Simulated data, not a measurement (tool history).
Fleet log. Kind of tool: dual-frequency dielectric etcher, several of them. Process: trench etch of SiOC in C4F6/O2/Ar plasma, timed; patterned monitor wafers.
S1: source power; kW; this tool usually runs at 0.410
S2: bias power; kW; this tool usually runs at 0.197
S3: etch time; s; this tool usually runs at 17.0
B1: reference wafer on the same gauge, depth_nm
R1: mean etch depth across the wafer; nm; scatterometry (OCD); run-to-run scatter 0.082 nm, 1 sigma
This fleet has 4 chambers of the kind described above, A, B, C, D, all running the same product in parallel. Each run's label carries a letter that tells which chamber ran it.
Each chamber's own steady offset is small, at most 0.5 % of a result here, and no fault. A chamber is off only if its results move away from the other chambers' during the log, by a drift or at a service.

{"run": "1C", "hour": 7.0, "S1": 0.41, "S2": 0.197, "S3": 17.0, "B1": 42.902, "R1": 36.797}
{"run": "2B", "hour": 17.6, "S1": 0.41, "S2": 0.197, "S3": 17.0, "B1": 42.891, "R1": 36.871}
{"run": "3A", "hour": 25.6, "S1": 0.41, "S2": 0.197, "S3": 17.0, "B1": 42.922, "R1": 36.833}
{"run": "4D", "hour": 31.5, "S1": 0.41, "S2": 0.197, "S3": 17.0, "B1": 42.887, "R1": 36.712}
{"run": "5D", "hour": 42.1, "S1": 0.41, "S2": 0.197, "S3": 17.0, "B1": 42.887, "R1": 36.844}
{"run": "6B", "hour": 52.2, "S1": 0.41, "S2": 0.197, "S3": 17.0, "B1": 42.899, "R1": 36.655}
{"run": "7A", "hour": 56.9, "S1": 0.41, "S2": 0.197, "S3": 17.0, "B1": 42.91, "R1": 36.845}
{"run": "8C", "hour": 63.2, "S1": 0.41, "S2": 0.197, "S3": 17.0, "B1": 42.907, "R1": 36.725}
{"run": "9C", "hour": 71.8, "S1": 0.41, "S2": 0.197, "S3": 17.0, "B1": 42.915, "R1": 36.976}
{"run": "10D", "hour": 79.5, "S1": 0.37, "S2": 0.197, "S3": 18.5, "B1": 42.877, "R1": 38.365}
{"run": "11B", "hour": 88.7, "S1": 0.37, "S2": 0.197, "S3": 18.5, "B1": 42.918, "R1": 38.379}
{"run": "12A", "hour": 93.6, "S1": 0.37, "S2": 0.197, "S3": 18.5, "B1": 42.908, "R1": 38.56}
{"run": "13B", "hour": 100.7, "S1": 0.37, "S2": 0.197, "S3": 18.5, "B1": 42.902, "R1": 38.454}
{"run": "14C", "hour": 105.4, "S1": 0.41, "S2": 0.197, "S3": 17.0, "B1": 42.913, "R1": 36.762}
{"hour": 110.2, "done": "chamber D: wet clean of the chamber"}
{"run": "15A", "hour": 112.0, "S1": 0.41, "S2": 0.197, "S3": 17.0, "B1": 42.913, "R1": 36.736}
{"run": "16D", "hour": 117.2, "S1": 0.41, "S2": 0.197, "S3": 17.0, "B1": 42.92, "R1": 37.983}
{"run": "17D", "hour": 124.8, "S1": 0.41, "S2": 0.197, "S3": 17.0, "B1": 42.902, "R1": 37.962}
{"run": "18B", "hour": 131.1, "S1": 0.41, "S2": 0.221, "S3": 17.0, "B1": 42.91, "R1": 38.18}
{"run": "19C", "hour": 137.8, "S1": 0.41, "S2": 0.221, "S3": 17.0, "B1": 42.889, "R1": 38.107}
{"run": "20A", "hour": 144.7, "S1": 0.41, "S2": 0.221, "S3": 17.0, "B1": 42.898, "R1": 38.15}
{"run": "21B", "hour": 154.4, "S1": 0.41, "S2": 0.221, "S3": 17.0, "B1": 42.921, "R1": 37.969}
{"run": "22A", "hour": 159.7, "S1": 0.41, "S2": 0.197, "S3": 17.0, "B1": 42.881, "R1": 36.916}
{"run": "23C", "hour": 166.4, "S1": 0.41, "S2": 0.197, "S3": 17.0, "B1": 42.907, "R1": 36.896}
{"run": "24D", "hour": 174.8, "S1": 0.41, "S2": 0.234, "S3": 17.0, "B1": 42.87, "R1": 40.201}
{"run": "25B", "hour": 182.3, "S1": 0.41, "S2": 0.234, "S3": 17.0, "B1": 42.88, "R1": 38.783}
{"run": "26D", "hour": 187.1, "S1": 0.41, "S2": 0.234, "S3": 17.0, "B1": 42.907, "R1": 40.265}
{"run": "27C", "hour": 193.0, "S1": 0.41, "S2": 0.234, "S3": 17.0, "B1": 42.901, "R1": 39.087}
{"run": "28A", "hour": 202.5, "S1": 0.41, "S2": 0.197, "S3": 17.0, "B1": 42.912, "R1": 37.018}
{"run": "29A", "hour": 208.3, "S1": 0.47, "S2": 0.197, "S3": 17.0, "B1": 42.905, "R1": 38.607}
{"run": "30D", "hour": 217.8, "S1": 0.47, "S2": 0.197, "S3": 17.0, "B1": 42.883, "R1": 40.045}
{"run": "31B", "hour": 223.0, "S1": 0.47, "S2": 0.197, "S3": 17.0, "B1": 42.888, "R1": 38.829}
{"run": "32C", "hour": 232.7, "S1": 0.47, "S2": 0.197, "S3": 17.0, "B1": 42.876, "R1": 38.762}

Read the log: is a single chamber off, either drifting away or since a service, is the gauge that measures every chamber drifting, or is nothing wrong beyond small per-chamber offsets? Name any odd chamber and what most likely caused it.

After it was serviced, chamber D no longer matches the other chambers.
Cause: etch rate over this chamber's usual, % = 3.11.

Chamber D could run next with any of the 4 candidate recipes listed below; each alters the usual settings, and their results appear as question marks. Which one brings its results back in line with what the other chambers deliver on the usual settings?
In line means no further than this from the other chambers' mean on the usual settings: R1 0.290 nm
{"run": "33D-1", "hour": 240.4, "S1": 0.41, "S2": 0.198, "S3": 17.5, "R1": "?"}
{"run": "33D-2", "hour": 240.4, "S1": 0.41, "S2": 0.196, "S3": 16.5, "R1": "?"}
{"run": "33D-3", "hour": 240.4, "S1": 0.41, "S2": 0.233, "S3": 17.0, "R1": "?"}
{"run": "33D-4", "hour": 240.4, "S1": 0.41, "S2": 0.166, "S3": 17.0, "R1": "?"}

Average result of the remaining chambers running the usual settings: R1 36.774 nm
run=33D-1 R1=39.187
run=33D-2 R1=36.826
run=33D-3 R1=40.183
run=33D-4 R1=35.970
With 33D-2, the chamber falls back in line with the rest.

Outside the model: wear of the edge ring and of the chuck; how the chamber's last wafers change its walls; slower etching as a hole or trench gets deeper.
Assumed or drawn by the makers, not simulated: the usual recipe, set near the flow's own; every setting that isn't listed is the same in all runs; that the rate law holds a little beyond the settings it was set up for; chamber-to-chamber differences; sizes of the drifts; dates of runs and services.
